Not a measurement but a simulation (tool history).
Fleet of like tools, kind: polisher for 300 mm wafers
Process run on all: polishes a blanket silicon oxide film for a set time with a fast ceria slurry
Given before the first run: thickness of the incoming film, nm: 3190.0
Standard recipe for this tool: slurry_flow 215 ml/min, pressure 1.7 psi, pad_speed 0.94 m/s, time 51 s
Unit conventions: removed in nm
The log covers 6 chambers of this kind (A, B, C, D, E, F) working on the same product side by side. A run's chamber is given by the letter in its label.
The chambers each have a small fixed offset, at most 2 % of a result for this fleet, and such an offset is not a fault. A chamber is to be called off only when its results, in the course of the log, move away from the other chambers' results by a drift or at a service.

run,day,slurry_flow,pressure,pad_speed,time,removed
# day 0.367: chamber A: worn pad replaced by a new one
1E,0.475,215,1.7,0.94,51,472.60
# day 0.521: chamber E: worn pad replaced by a new one
2D,0.754,215,1.7,0.94,51,461.18
3A,1.038,215,1.7,0.94,51,473.51
# day 1.254: chamber F: worn pad replaced by a new one
4F,1.308,215,1.7,0.94,51,465.11
# day 1.504: chamber D: worn pad replaced by a new one
# day 1.562: chamber C: worn pad replaced by a new one
5C,1.708,215,1.7,0.94,51,462.37
# day 1.962: chamber E: head pressure recalibrated
6B,1.996,215,1.7,0.94,51,459.85
7D,2.338,215,1.7,0.94,51,473.74
8B,2.608,215,1.7,0.94,51,456.18
9C,3.038,215,1.7,0.94,51,454.90
# day 3.183: chamber E: worn pad replaced by a new one
10F,3.421,215,1.7,0.94,51,461.77
11A,3.700,250,1.7,0.66,51,334.37
# day 3.704: chamber A: worn pad replaced by a new one
12E,4.308,250,1.7,0.66,51,333.95
# day 4.396: chamber C: worn pad replaced by a new one
# day 4.433: chamber F: worn pad replaced by a new one
13E,4.812,250,1.7,0.66,51,333.96
# day 4.817: chamber D: worn pad replaced by a new one
14D,5.188,250,1.7,0.66,51,333.74
15F,5.650,250,1.7,0.66,51,332.64
16B,5.971,250,1.7,0.66,51,327.06
17C,6.329,215,1.7,0.94,51,468.79
# day 6.500: chamber E: worn pad replaced by a new one
# day 6.838: chamber A: worn pad replaced by a new one
18A,6.912,215,1.7,0.94,51,474.38
19E,7.362,215,1.7,0.94,51,459.00
# day 7.500: chamber F: worn pad replaced by a new one
# day 7.642: chamber C: worn pad replaced by a new one
20B,7.688,215,1.7,0.94,51,436.28
# day 7.758: chamber D: worn pad replaced by a new one
21A,8.167,215,1.7,0.94,51,472.43
# day 8.588: chamber D: slurry nozzle cleaned
22F,8.667,215,1.7,0.94,51,461.06
23D,9.138,215,1.7,0.94,51,463.01
# day 9.221: chamber E: worn pad replaced by a new one
24C,9.633,215,1.7,0.94,51,457.47
# day 10.083: chamber A: worn pad replaced by a new one
25F,10.142,215,1.7,0.94,51,459.35
# day 10.212: chamber F: worn pad replaced by a new one
# day 10.300: chamber D: head pressure recalibrated
# day 10.383: chamber C: head pressure recalibrated
26A,10.467,215,1.7,0.94,51,462.96
# day 10.621: chamber C: worn pad replaced by a new one
27E,11.054,215,1.7,0.94,51,460.59
28D,11.329,215,1.4,0.94,57,435.20
# day 11.400: chamber D: worn pad replaced by a new one
29B,11.733,215,1.4,0.94,57,398.90
30C,12.312,215,1.4,0.94,57,432.19
# day 12.654: chamber E: worn pad replaced by a new one
# day 12.838: chamber E: slurry nozzle cleaned
31D,12.867,215,1.4,0.94,57,422.25
# day 13.208: chamber C: worn pad replaced by a new one
# day 13.300: chamber A: worn pad replaced by a new one
32A,13.350,215,1.4,0.94,57,432.12
# day 13.375: chamber F: worn pad replaced by a new one
33F,13.929,215,1.4,0.94,57,416.14
# day 13.996: chamber B: head pressure recalibrated
34C,14.279,215,1.7,0.94,51,459.85
35E,14.546,215,1.7,0.94,51,460.86
36B,15.104,215,1.7,0.94,51,409.52

Next, every chamber runs the same settings. What will each give?
37A,15.546,215,1.7,0.94,51,?
37B,15.546,215,1.7,0.94,51,?
37C,15.546,215,1.7,0.94,51,?
37D,15.546,215,1.7,0.94,51,?
37E,15.546,215,1.7,0.94,51,?
37F,15.546,215,1.7,0.94,51,?

run,removed
37A,465.18
37B,402.29
37C,451.30
37D,461.73
37E,472.75
37F,464.57
